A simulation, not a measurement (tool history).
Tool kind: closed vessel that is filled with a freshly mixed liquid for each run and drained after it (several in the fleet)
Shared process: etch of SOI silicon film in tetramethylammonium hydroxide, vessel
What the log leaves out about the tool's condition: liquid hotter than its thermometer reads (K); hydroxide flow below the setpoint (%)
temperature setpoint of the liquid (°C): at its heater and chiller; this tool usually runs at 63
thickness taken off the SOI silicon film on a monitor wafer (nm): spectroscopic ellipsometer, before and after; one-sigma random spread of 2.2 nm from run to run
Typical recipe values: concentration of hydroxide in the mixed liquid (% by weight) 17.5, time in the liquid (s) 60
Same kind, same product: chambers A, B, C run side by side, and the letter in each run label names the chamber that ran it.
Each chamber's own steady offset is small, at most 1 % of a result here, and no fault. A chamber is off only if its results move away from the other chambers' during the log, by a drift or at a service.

run	day	temperature setpoint of the liquid (°C)	concentration of hydroxide in the mixed liquid (% by weight)	time in the liquid (s)	hours since the thermometer was replaced	hours since the hydroxide flow meter was replaced	read-back film thickness of the SOI silicon film reference wafer, read on the same gauge (nm)	thickness taken off the SOI silicon film on a monitor wafer (nm)
1B	0.225	63	17.5	60	254.7	176.4	69.997	233.96
2C	0.508	63	17.5	60	935.5	334.3	70.013	231.62
3A	0.8	63	17.5	60	53.1	1801	70.003	226.17
4B	1.05	63	17.5	60	274.5	196.2	69.993	231.39
5C	1.342	63	17.5	60	955.5	354.3	69.991	233.6
6A	1.496	63	17.5	60	69.8	1817.7	69.994	231.03
7A	1.696	63	17.5	60	74.6	1822.5	69.987	231.77
8B	1.921	63	17.5	60	295.4	217.1	69.995	230.07
9C	2.171	63	17.5	60	975.4	374.2	69.995	235.04
10A	2.388	63	17.5	60	91.2	1839.1	70.013	228.8
11B	2.625	63	17.5	60	312.3	234	70.002	234.31
12C	2.85	63	17.5	60	991.7	390.5	69.984	235.04
13A	3.112	70.5	17.5	60	108.6	1856.5	70.006	361.34
14B	3.333	70.5	17.5	60	329.3	251	69.997	367.12
15C	3.579	70.5	17.5	60	1009.2	408	70.013	374.1
16B	3.738	63	17.5	60	339	260.7	69.998	227.24
17A	3.892	63	21	80	127.3	1875.2	69.987	284.09
18C	4.188	63	21	80	1023.8	422.6	70.001	298.37
19C	4.454	63	21	80	1030.2	429	69.98	302.97
20A	4.75	63	17.5	60	147.9	1895.8	69.983	229
21B	4.996	63	17.5	60	369.2	290.9	70.005	230.57
22A	5.258	63	17.5	60	160.1	1908	70.008	232.64
23B	5.458	63	17.5	60	380.3	302	69.996	231.81
24C	5.646	63	17.5	60	1058.8	457.6	70.01	247.18
25B	5.892	63	17.5	60	390.7	312.4	69.989	231.23
26C	6.108	63	17.5	60	1069.9	468.7	69.978	249.54
27A	6.258	63	17.5	60	184.1	1932	69.985	231.48
28B	6.483	63	17.5	60	404.9	326.6	70.009	233.02

Is one chamber off against the others, does the gauge drift, or is nothing wrong? If a chamber is off, say which, and what the likeliest cause is.

It is chamber C that slowly wanders off from its peers.
What lies behind it: liquid hotter than its thermometer reads (K) = 1.4.

Which of the 4 candidates below, each the usual settings with something changed and its results left as question marks, puts chamber C back in line with what the other chambers give on the usual settings?
In-line tolerance around the mean of the other chambers on the usual settings: thickness taken off the SOI silicon film on a monitor wafer (nm) 7.7
29C-1	6.7	64.5	17.5	65				?
29C-2	6.7	63	17.5	65				?
29C-3	6.7	60.5	17.5	60				?
29C-4	6.7	63	17.5	55				?

Other chambers, usual settings, mean: thickness taken off the SOI silicon film on a monitor wafer (nm) 231.28
run	thickness taken off the SOI silicon film on a monitor wafer (nm)
29C-1	299.03
29C-2	272.8
29C-3	215.6
29C-4	230.83
Change 29C-4 lands the chamber within the allowed miss of the other chambers.
